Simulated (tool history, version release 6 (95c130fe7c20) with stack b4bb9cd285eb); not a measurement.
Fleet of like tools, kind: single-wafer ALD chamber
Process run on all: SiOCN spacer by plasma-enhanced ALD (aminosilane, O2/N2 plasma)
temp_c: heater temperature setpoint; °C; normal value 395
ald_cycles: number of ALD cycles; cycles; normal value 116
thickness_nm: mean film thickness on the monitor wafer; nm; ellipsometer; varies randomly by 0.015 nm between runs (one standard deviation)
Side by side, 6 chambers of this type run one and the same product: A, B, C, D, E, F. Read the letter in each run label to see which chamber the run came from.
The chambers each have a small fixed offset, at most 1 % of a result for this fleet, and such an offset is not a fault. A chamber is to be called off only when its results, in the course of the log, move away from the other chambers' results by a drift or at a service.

run   hour  temp_c  ald_cycles  hours since the last thermocouple change  read-back reference wafer on the same gauge, thickness_nm  thickness_nm
 1F    8.7     395         116                                     964.8                                                     8.0724        7.0445
 2A   17.7     395         116                                     133.4                                                     8.0646        6.9987
 3C   28.6     395         116                                    1113.5                                                     8.0719        7.0140
 4D   34.3     395         116                                    1049.7                                                     8.0728        7.0681
 5E   45.3     395         116                                     982.4                                                     8.0719        6.9680
 6B   53.3     395         116                                     856.1                                                     8.0730        7.0087
 7D   59.5     395         116                                    1074.9                                                     8.0675        7.0543
 8F   69.2     395         116                                    1025.3                                                     8.0685        7.0491
 9B   79.0     395         116                                     881.8                                                     8.0657        7.0179
10A   84.5     395         116                                     200.2                                                     8.0750        6.9819
11E   92.3     395         116                                    1029.4                                                     8.0702        6.9916
12C  103.5     395         116                                    1188.4                                                     8.0712        6.9896
     108.4  -- chamber B: thermocouple changed; heater temperature recalibrated
     114.9  -- chamber D: thermocouple changed; heater temperature recalibrated
13A  114.9     395         116                                     230.6                                                     8.0674        7.0061
14C  122.8     395         116                                    1207.7                                                     8.0737        7.0125
15E  134.9     410         116                                    1072.0                                                     8.0681        6.7552
16B  147.1     410         116                                      38.7                                                     8.0698        6.7800
17D  159.1     410         116                                      44.2                                                     8.0717        6.8301
18F  171.1     410         116                                    1127.2                                                     8.0721        6.7437
19A  178.6     410         116                                     294.3                                                     8.0717        6.7502
20D  189.7     410         116                                      74.8                                                     8.0703        6.8144
21E  202.2     382         104                                    1139.3                                                     8.0707        6.2437
22F  208.2     382         104                                    1164.3                                                     8.0717        6.3133
23B  216.3     382         104                                     107.9                                                     8.0707        6.2786
24C  225.9     382         104                                    1310.8                                                     8.0732        6.2648
25E  231.7     382         104                                    1168.8                                                     8.0671        6.2163
26F  241.9     382         104                                    1198.0                                                     8.0686        6.3206
27B  253.0     395         116                                     144.6                                                     8.0685        6.9953
28A  260.2     395         116                                     375.9                                                     8.0692        7.0053
29C  268.2     395         116                                    1353.1                                                     8.0684        7.0217
30D  275.4     395         116                                     160.5                                                     8.0711        7.0562
31B  285.2     395         116                                     176.8                                                     8.0695        7.0364
32E  297.5     386         123                                    1234.6                                                     8.0697        7.3886
33F  303.1     386         123                                    1259.2                                                     8.0699        7.4400
34A  309.2     386         123                                     424.9                                                     8.0713        7.4346
35C  319.0     386         123                                    1403.9                                                     8.0689        7.4495
36D  327.4     386         123                                     212.5                                                     8.0744        7.4606

All 6 chambers run these settings next. Forecast each chamber's results:
37A  336.5     385         116                                                                                                                  ?
37B  336.5     385         116                                                                                                                  ?
37C  336.5     385         116                                                                                                                  ?
37D  336.5     385         116                                                                                                                  ?
37E  336.5     385         116                                                                                                                  ?
37F  336.5     385         116                                                                                                                  ?

run  thickness_nm
37A        6.9879
37B        7.0319
37C        6.9955
37D        7.0818
37E        6.9654
37F        7.0402
